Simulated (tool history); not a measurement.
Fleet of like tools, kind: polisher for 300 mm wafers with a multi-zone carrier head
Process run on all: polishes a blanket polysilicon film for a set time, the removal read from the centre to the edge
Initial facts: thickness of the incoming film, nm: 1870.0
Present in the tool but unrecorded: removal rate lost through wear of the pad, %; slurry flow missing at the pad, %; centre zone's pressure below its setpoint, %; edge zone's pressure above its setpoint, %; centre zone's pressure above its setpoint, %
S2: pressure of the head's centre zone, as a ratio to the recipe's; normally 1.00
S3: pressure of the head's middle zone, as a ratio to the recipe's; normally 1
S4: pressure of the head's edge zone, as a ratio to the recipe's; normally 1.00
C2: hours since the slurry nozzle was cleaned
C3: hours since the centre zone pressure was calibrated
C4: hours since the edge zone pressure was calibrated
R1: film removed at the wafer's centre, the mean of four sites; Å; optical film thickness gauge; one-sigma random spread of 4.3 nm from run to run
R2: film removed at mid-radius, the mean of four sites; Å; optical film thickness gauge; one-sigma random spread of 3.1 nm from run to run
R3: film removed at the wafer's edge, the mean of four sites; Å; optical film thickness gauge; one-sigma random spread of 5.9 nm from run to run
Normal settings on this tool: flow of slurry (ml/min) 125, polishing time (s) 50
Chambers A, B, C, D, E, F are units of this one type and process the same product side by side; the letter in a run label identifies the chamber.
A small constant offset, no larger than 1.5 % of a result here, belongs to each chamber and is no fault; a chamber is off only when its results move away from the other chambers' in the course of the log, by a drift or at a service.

{"run": "1F", "day": 0.279, "flow of slurry (ml/min)": 125, "S2": 1.0, "S3": 1, "S4": 1.0, "polishing time (s)": 50, "wafers polished on this pad": 564, "C2": 195.5, "C3": 285.3, "C4": 358.7, "R1": 5118.4, "R2": 5201.4, "R3": 5191.9}
{"run": "2A", "day": 0.504, "flow of slurry (ml/min)": 125, "S2": 1.0, "S3": 1, "S4": 1.0, "polishing time (s)": 50, "wafers polished on this pad": 437, "C2": 17.4, "C3": 492.6, "C4": 349.9, "R1": 5228.6, "R2": 5149.7, "R3": 5238.4}
{"run": "3C", "day": 0.721, "flow of slurry (ml/min)": 125, "S2": 1.0, "S3": 1, "S4": 1.0, "polishing time (s)": 50, "wafers polished on this pad": 343, "C2": 169.7, "C3": 387.0, "C4": 490.0, "R1": 5172.7, "R2": 5175.8, "R3": 5171.1}
{"run": "4D", "day": 0.879, "flow of slurry (ml/min)": 125, "S2": 1.0, "S3": 1, "S4": 1.0, "polishing time (s)": 50, "wafers polished on this pad": 1533, "C2": 338.3, "C3": 963.8, "C4": 682.7, "R1": 5084.6, "R2": 5217.3, "R3": 5203.2}
{"run": "5B", "day": 1.129, "flow of slurry (ml/min)": 125, "S2": 1.0, "S3": 1, "S4": 1.0, "polishing time (s)": 50, "wafers polished on this pad": 345, "C2": 180.4, "C3": 188.7, "C4": 40.4, "R1": 5189.1, "R2": 5253.6, "R3": 5244.8}
{"day": 1.2, "done": "chamber D: worn pad replaced by a new one"}
{"run": "6E", "day": 1.342, "flow of slurry (ml/min)": 125, "S2": 1.0, "S3": 1, "S4": 1.0, "polishing time (s)": 50, "wafers polished on this pad": 522, "C2": 38.9, "C3": 914.1, "C4": 790.2, "R1": 5162.1, "R2": 5243.8, "R3": 5249.6}
{"day": 1.517, "done": "chamber F: slurry nozzle cleaned"}
{"run": "7B", "day": 1.533, "flow of slurry (ml/min)": 125, "S2": 0.9, "S3": 1, "S4": 0.93, "polishing time (s)": 50, "wafers polished on this pad": 423, "C2": 190.1, "C3": 198.4, "C4": 50.1, "R1": 4635.7, "R2": 5226.6, "R3": 5005.3}
{"run": "8C", "day": 1.817, "flow of slurry (ml/min)": 125, "S2": 0.9, "S3": 1, "S4": 0.93, "polishing time (s)": 50, "wafers polished on this pad": 553, "C2": 196.0, "C3": 413.3, "C4": 516.3, "R1": 4624.7, "R2": 5204.9, "R3": 4928.1}
{"day": 1.912, "done": "chamber E: worn pad replaced by a new one"}
{"run": "9D", "day": 2.075, "flow of slurry (ml/min)": 125, "S2": 0.9, "S3": 1, "S4": 0.93, "polishing time (s)": 50, "wafers polished on this pad": 168, "C2": 367.0, "C3": 992.5, "C4": 711.4, "R1": 4641.9, "R2": 5186.3, "R3": 5074.8}
{"day": 2.167, "done": "chamber F: edge zone pressure recalibrated"}
{"run": "10A", "day": 2.317, "flow of slurry (ml/min)": 125, "S2": 0.9, "S3": 1, "S4": 0.93, "polishing time (s)": 50, "wafers polished on this pad": 784, "C2": 60.9, "C3": 536.1, "C4": 393.4, "R1": 4628.3, "R2": 5112.3, "R3": 5065.6}
{"run": "11F", "day": 2.542, "flow of slurry (ml/min)": 125, "S2": 0.9, "S3": 1, "S4": 0.93, "polishing time (s)": 50, "wafers polished on this pad": 997, "C2": 24.6, "C3": 339.6, "C4": 9.0, "R1": 4637.7, "R2": 5249.3, "R3": 5034.3}
{"run": "12E", "day": 2.8, "flow of slurry (ml/min)": 125, "S2": 0.9, "S3": 1, "S4": 0.93, "polishing time (s)": 50, "wafers polished on this pad": 169, "C2": 73.9, "C3": 949.1, "C4": 825.2, "R1": 4619.8, "R2": 5280.1, "R3": 5137.1}
{"run": "13A", "day": 3.062, "flow of slurry (ml/min)": 125, "S2": 1.0, "S3": 1, "S4": 1.0, "polishing time (s)": 50, "wafers polished on this pad": 926, "C2": 78.8, "C3": 554.0, "C4": 411.3, "R1": 5226.1, "R2": 5174.9, "R3": 5121.9}
{"run": "14E", "day": 3.204, "flow of slurry (ml/min)": 125, "S2": 1.0, "S3": 1, "S4": 1.0, "polishing time (s)": 50, "wafers polished on this pad": 247, "C2": 83.6, "C3": 958.8, "C4": 834.9, "R1": 5152.6, "R2": 5224.9, "R3": 5187.5}
{"day": 3.217, "done": "chamber A: centre zone pressure recalibrated"}
{"run": "15B", "day": 3.467, "flow of slurry (ml/min)": 125, "S2": 1.0, "S3": 1, "S4": 1.0, "polishing time (s)": 50, "wafers polished on this pad": 792, "C2": 236.5, "C3": 244.8, "C4": 96.5, "R1": 5210.4, "R2": 5213.5, "R3": 5196.8}
{"day": 3.55, "done": "chamber C: slurry nozzle cleaned"}
{"day": 3.617, "done": "chamber B: worn pad replaced by a new one"}
{"run": "16C", "day": 3.7, "flow of slurry (ml/min)": 125, "S2": 1.0, "S3": 1, "S4": 1.0, "polishing time (s)": 50, "wafers polished on this pad": 913, "C2": 3.7, "C3": 458.5, "C4": 561.5, "R1": 5153.7, "R2": 5202.4, "R3": 5205.5}
{"run": "17F", "day": 3.988, "flow of slurry (ml/min)": 125, "S2": 1.0, "S3": 1, "S4": 1.0, "polishing time (s)": 50, "wafers polished on this pad": 1273, "C2": 59.3, "C3": 374.3, "C4": 43.7, "R1": 5116.7, "R2": 5240.1, "R3": 5259.3}
{"run": "18D", "day": 4.279, "flow of slurry (ml/min)": 125, "S2": 1.0, "S3": 1, "S4": 1.0, "polishing time (s)": 50, "wafers polished on this pad": 589, "C2": 419.9, "C3": 1045.4, "C4": 764.3, "R1": 5127.3, "R2": 5158.5, "R3": 5204.4}
{"run": "19F", "day": 4.546, "flow of slurry (ml/min)": 125, "S2": 1.0, "S3": 1, "S4": 1.0, "polishing time (s)": 50, "wafers polished on this pad": 1380, "C2": 72.7, "C3": 387.7, "C4": 57.1, "R1": 5069.5, "R2": 5240.6, "R3": 5216.5}
{"day": 4.662, "done": "chamber A: worn pad replaced by a new one"}
{"run": "20D", "day": 4.812, "flow of slurry (ml/min)": 125, "S2": 1.0, "S3": 1, "S4": 1.0, "polishing time (s)": 50, "wafers polished on this pad": 691, "C2": 432.7, "C3": 1058.2, "C4": 777.1, "R1": 5172.9, "R2": 5226.9, "R3": 5245.9}
{"run": "21B", "day": 4.983, "flow of slurry (ml/min)": 125, "S2": 1.0, "S3": 1, "S4": 1.0, "polishing time (s)": 50, "wafers polished on this pad": 261, "C2": 272.9, "C3": 281.2, "C4": 132.9, "R1": 5233.0, "R2": 5202.4, "R3": 5169.6}
{"run": "22E", "day": 5.138, "flow of slurry (ml/min)": 125, "S2": 1.0, "S3": 1, "S4": 1.0, "polishing time (s)": 50, "wafers polished on this pad": 617, "C2": 130.0, "C3": 1005.2, "C4": 881.3, "R1": 5066.3, "R2": 5229.9, "R3": 5151.8}
{"day": 5.192, "done": "chamber F: worn pad replaced by a new one"}
{"run": "23A", "day": 5.396, "flow of slurry (ml/min)": 125, "S2": 1.08, "S3": 1, "S4": 1.0, "polishing time (s)": 45, "wafers polished on this pad": 140, "C2": 134.8, "C3": 52.3, "C4": 467.3, "R1": 4600.7, "R2": 4616.0, "R3": 4738.2}
{"day": 5.446, "done": "chamber E: worn pad replaced by a new one"}
{"day": 5.596, "done": "chamber B: centre zone pressure recalibrated"}
{"run": "24C", "day": 5.654, "flow of slurry (ml/min)": 125, "S2": 1.08, "S3": 1, "S4": 1.0, "polishing time (s)": 45, "wafers polished on this pad": 1287, "C2": 50.6, "C3": 505.4, "C4": 608.4, "R1": 5118.3, "R2": 4659.8, "R3": 4774.1}
{"run": "25E", "day": 5.867, "flow of slurry (ml/min)": 125, "S2": 1.08, "S3": 1, "S4": 1.0, "polishing time (s)": 45, "wafers polished on this pad": 80, "C2": 147.5, "C3": 1022.7, "C4": 898.8, "R1": 4936.1, "R2": 4700.0, "R3": 4649.4}
{"run": "26D", "day": 6.079, "flow of slurry (ml/min)": 125, "S2": 1.08, "S3": 1, "S4": 1.0, "polishing time (s)": 45, "wafers polished on this pad": 933, "C2": 463.1, "C3": 1088.6, "C4": 807.5, "R1": 5004.3, "R2": 4709.1, "R3": 4689.1}
{"run": "27F", "day": 6.233, "flow of slurry (ml/min)": 125, "S2": 1.08, "S3": 1, "S4": 1.0, "polishing time (s)": 45, "wafers polished on this pad": 199, "C2": 113.2, "C3": 428.2, "C4": 97.6, "R1": 5073.6, "R2": 4678.5, "R3": 4676.7}
{"day": 6.242, "done": "chamber C: edge zone pressure recalibrated"}
{"run": "28C", "day": 6.483, "flow of slurry (ml/min)": 125, "S2": 1.08, "S3": 1, "S4": 1.0, "polishing time (s)": 45, "wafers polished on this pad": 1445, "C2": 70.5, "C3": 525.3, "C4": 5.8, "R1": 5026.0, "R2": 4656.3, "R3": 4691.1}
{"day": 6.725, "done": "chamber C: worn pad replaced by a new one"}
{"run": "29A", "day": 6.725, "flow of slurry (ml/min)": 125, "S2": 1.0, "S3": 1, "S4": 1.0, "polishing time (s)": 50, "wafers polished on this pad": 394, "C2": 166.7, "C3": 84.2, "C4": 499.2, "R1": 4628.8, "R2": 5185.5, "R3": 5268.7}
{"run": "30B", "day": 6.925, "flow of slurry (ml/min)": 125, "S2": 1.0, "S3": 1, "S4": 1.0, "polishing time (s)": 50, "wafers polished on this pad": 633, "C2": 319.5, "C3": 31.9, "C4": 179.5, "R1": 5217.9, "R2": 5246.7, "R3": 5156.1}
{"day": 7.117, "done": "chamber D: centre zone pressure recalibrated"}
{"run": "31F", "day": 7.192, "flow of slurry (ml/min)": 105, "S2": 1.0, "S3": 1, "S4": 1.0, "polishing time (s)": 44, "wafers polished on this pad": 383, "C2": 136.2, "C3": 451.2, "C4": 120.6, "R1": 4318.4, "R2": 4369.5, "R3": 4356.0}
{"day": 7.429, "done": "chamber B: worn pad replaced by a new one"}
{"run": "32E", "day": 7.462, "flow of slurry (ml/min)": 105, "S2": 1.0, "S3": 1, "S4": 1.0, "polishing time (s)": 44, "wafers polished on this pad": 385, "C2": 185.8, "C3": 1061.0, "C4": 937.1, "R1": 4280.9, "R2": 4435.0, "R3": 4477.2}
{"run": "33D", "day": 7.612, "flow of slurry (ml/min)": 105, "S2": 1.0, "S3": 1, "S4": 1.0, "polishing time (s)": 44, "wafers polished on this pad": 1227, "C2": 499.9, "C3": 12.0, "C4": 844.3, "R1": 4321.1, "R2": 4383.4, "R3": 4541.5}
{"day": 7.679, "done": "chamber E: slurry nozzle cleaned"}
{"run": "34A", "day": 7.788, "flow of slurry (ml/min)": 105, "S2": 1.0, "S3": 1, "S4": 1.0, "polishing time (s)": 44, "wafers polished on this pad": 597, "C2": 192.2, "C3": 109.7, "C4": 524.7, "R1": 3890.2, "R2": 4320.2, "R3": 4465.5}
{"run": "35C", "day": 7.942, "flow of slurry (ml/min)": 105, "S2": 1.0, "S3": 1, "S4": 1.0, "polishing time (s)": 44, "wafers polished on this pad": 233, "C2": 105.5, "C3": 560.3, "C4": 40.8, "R1": 4266.6, "R2": 4350.4, "R3": 4308.3}
{"run": "36B", "day": 8.238, "flow of slurry (ml/min)": 105, "S2": 1.0, "S3": 1, "S4": 1.0, "polishing time (s)": 44, "wafers polished on this pad": 154, "C2": 351.0, "C3": 63.4, "C4": 211.0, "R1": 4355.3, "R2": 4403.6, "R3": 4460.4}
{"run": "37B", "day": 8.458, "flow of slurry (ml/min)": 125, "S2": 1.0, "S3": 1, "S4": 1.0, "polishing time (s)": 50, "wafers polished on this pad": 197, "C2": 356.3, "C3": 68.7, "C4": 216.3, "R1": 5140.0, "R2": 5210.1, "R3": 5209.3}
{"run": "38F", "day": 8.604, "flow of slurry (ml/min)": 125, "S2": 1.0, "S3": 1, "S4": 1.0, "polishing time (s)": 50, "wafers polished on this pad": 653, "C2": 170.1, "C3": 485.1, "C4": 154.5, "R1": 5171.5, "R2": 5128.0, "R3": 5283.9}
{"day": 8.767, "done": "chamber E: worn pad replaced by a new one"}
{"day": 8.792, "done": "chamber E: centre zone pressure recalibrated"}
{"run": "39A", "day": 8.8, "flow of slurry (ml/min)": 125, "S2": 1.0, "S3": 1, "S4": 1.0, "polishing time (s)": 50, "wafers polished on this pad": 791, "C2": 216.5, "C3": 134.0, "C4": 549.0, "R1": 4694.5, "R2": 5056.4, "R3": 5078.5}
{"run": "40C", "day": 9.083, "flow of slurry (ml/min)": 125, "S2": 1.0, "S3": 1, "S4": 1.0, "polishing time (s)": 50, "wafers polished on this pad": 451, "C2": 132.9, "C3": 587.7, "C4": 68.2, "R1": 5173.9, "R2": 5197.5, "R3": 5216.8}
{"run": "41E", "day": 9.3, "flow of slurry (ml/min)": 125, "S2": 1.0, "S3": 1, "S4": 1.0, "polishing time (s)": 50, "wafers polished on this pad": 102, "C2": 39.0, "C3": 12.2, "C4": 981.2, "R1": 5108.8, "R2": 5203.5, "R3": 5202.5}

Next, every chamber runs the same settings. What will each give?
{"run": "42A", "day": 9.512, "flow of slurry (ml/min)": 125, "S2": 1.0, "S3": 1, "S4": 1.0, "polishing time (s)": 50, "R1": "?", "R2": "?", "R3": "?"}
{"run": "42B", "day": 9.512, "flow of slurry (ml/min)": 125, "S2": 1.0, "S3": 1, "S4": 1.0, "polishing time (s)": 50, "R1": "?", "R2": "?", "R3": "?"}
{"run": "42C", "day": 9.512, "flow of slurry (ml/min)": 125, "S2": 1.0, "S3": 1, "S4": 1.0, "polishing time (s)": 50, "R1": "?", "R2": "?", "R3": "?"}
{"run": "42D", "day": 9.512, "flow of slurry (ml/min)": 125, "S2": 1.0, "S3": 1, "S4": 1.0, "polishing time (s)": 50, "R1": "?", "R2": "?", "R3": "?"}
{"run": "42E", "day": 9.512, "flow of slurry (ml/min)": 125, "S2": 1.0, "S3": 1, "S4": 1.0, "polishing time (s)": 50, "R1": "?", "R2": "?", "R3": "?"}
{"run": "42F", "day": 9.512, "flow of slurry (ml/min)": 125, "S2": 1.0, "S3": 1, "S4": 1.0, "polishing time (s)": 50, "R1": "?", "R2": "?", "R3": "?"}

run=42A R1=4633.1 R2=5160.6 R3=5178.9
run=42B R1=5177.8 R2=5201.0 R3=5295.8
run=42C R1=5189.2 R2=5200.3 R3=5259.9
run=42D R1=5232.9 R2=5162.5 R3=5193.1
run=42E R1=5152.7 R2=5257.4 R3=5224.9
run=42F R1=5090.3 R2=5227.1 R3=5185.0
